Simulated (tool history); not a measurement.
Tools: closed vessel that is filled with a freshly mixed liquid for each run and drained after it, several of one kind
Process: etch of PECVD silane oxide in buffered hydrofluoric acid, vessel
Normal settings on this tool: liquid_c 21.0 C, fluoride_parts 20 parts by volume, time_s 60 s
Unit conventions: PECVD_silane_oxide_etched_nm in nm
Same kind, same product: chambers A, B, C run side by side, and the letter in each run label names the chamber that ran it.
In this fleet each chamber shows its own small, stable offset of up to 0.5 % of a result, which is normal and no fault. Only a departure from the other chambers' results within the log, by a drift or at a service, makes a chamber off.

run	hour	liquid_c	fluoride_parts	time_s	hours since the thermometer was replaced	hours since the hydrofluoric acid flow meter was replaced	read-back film thickness of the PECVD silane oxide reference wafer, read on the same gauge (nm)	PECVD_silane_oxide_etched_nm
1C	5.8	21.0	20	60	499.1	442.7	100.010	44.329
2B	12.5	21.0	20	60	511.5	1067.1	100.000	44.153
3A	17.6	21.0	20	60	1335.8	493.1	100.010	44.870
4B	27.3	21.0	20	60	526.3	1081.9	99.985	44.506
5A	34.8	21.0	20	60	1353.0	510.3	99.996	45.154
6C	41.7	21.0	20	60	535.0	478.6	100.020	44.684
7A	49.5	25.0	20	60	1367.7	525.0	99.962	56.344
8B	55.1	25.0	20	60	554.1	1109.7	100.010	55.856
9C	62.4	25.0	20	60	555.7	499.3	100.030	55.816
10C	68.1	21.0	20	60	561.4	505.0	99.990	44.603
11B	75.6	21.0	20	60	574.6	1130.2	99.993	45.008
12A	83.2	21.0	20	60	1401.4	558.7	99.999	45.193
13C	91.4	21.0	20	60	584.7	528.3	100.010	44.564
14A	96.9	21.0	20	60	1415.1	572.4	99.993	44.678
15B	105.3	21.0	20	60	604.3	1159.9	99.994	44.211
16B	114.5	21.0	20	60	613.5	1169.1	100.010	44.904
17C	123.8	19.0	20	60	617.1	560.7	100.020	39.696
18A	129.4	19.0	20	60	1447.6	604.9	100.030	40.191
19C	137.8	19.0	20	60	631.1	574.7	100.000	39.744
# hour 141.9: chamber B: thermometer replaced
20B	145.7	21.0	20	60	3.8	1200.3	100.020	44.366
21A	154.8	21.0	20	60	1473.0	630.3	100.010	44.607
22C	163.4	21.0	20	60	656.7	600.3	100.000	44.461
23A	168.0	21.0	20	60	1486.2	643.5	99.993	45.047
24B	173.1	21.0	20	60	31.2	1227.7	99.999	44.729
25A	181.0	21.0	20	60	1499.2	656.5	99.964	45.169
26B	186.2	21.0	20	60	44.3	1240.8	99.989	44.758
27C	195.9	21.0	20	60	689.2	632.8	100.010	44.570
28A	200.7	21.0	20	60	1518.9	676.2	100.010	44.893
29C	208.2	21.0	20	60	701.5	645.1	99.983	44.593
30B	213.3	21.0	20	60	71.4	1267.9	100.010	45.120
31B	220.1	21.0	20	60	78.2	1274.7	100.010	44.846
32A	225.6	21.0	20	60	1543.8	701.1	100.010	45.020
33C	230.7	24.5	20	85	724.0	667.6	100.000	76.814
# hour 237.2: chamber C: thermometer replaced
34C	239.8	24.5	20	85	2.7	676.7	99.989	77.201
35B	247.2	24.5	20	85	105.3	1301.8	100.000	77.354
36A	256.4	21.0	20	60	1574.6	731.9	100.030	44.867
37C	265.4	21.0	20	60	28.3	702.3	99.992	44.625

Is one chamber off against the others, does the gauge drift, or is nothing wrong? If a chamber is off, say which, and what the likeliest cause is.

The fleet is healthy, with each chamber sitting at its usual small offset and no drift in the gauge.

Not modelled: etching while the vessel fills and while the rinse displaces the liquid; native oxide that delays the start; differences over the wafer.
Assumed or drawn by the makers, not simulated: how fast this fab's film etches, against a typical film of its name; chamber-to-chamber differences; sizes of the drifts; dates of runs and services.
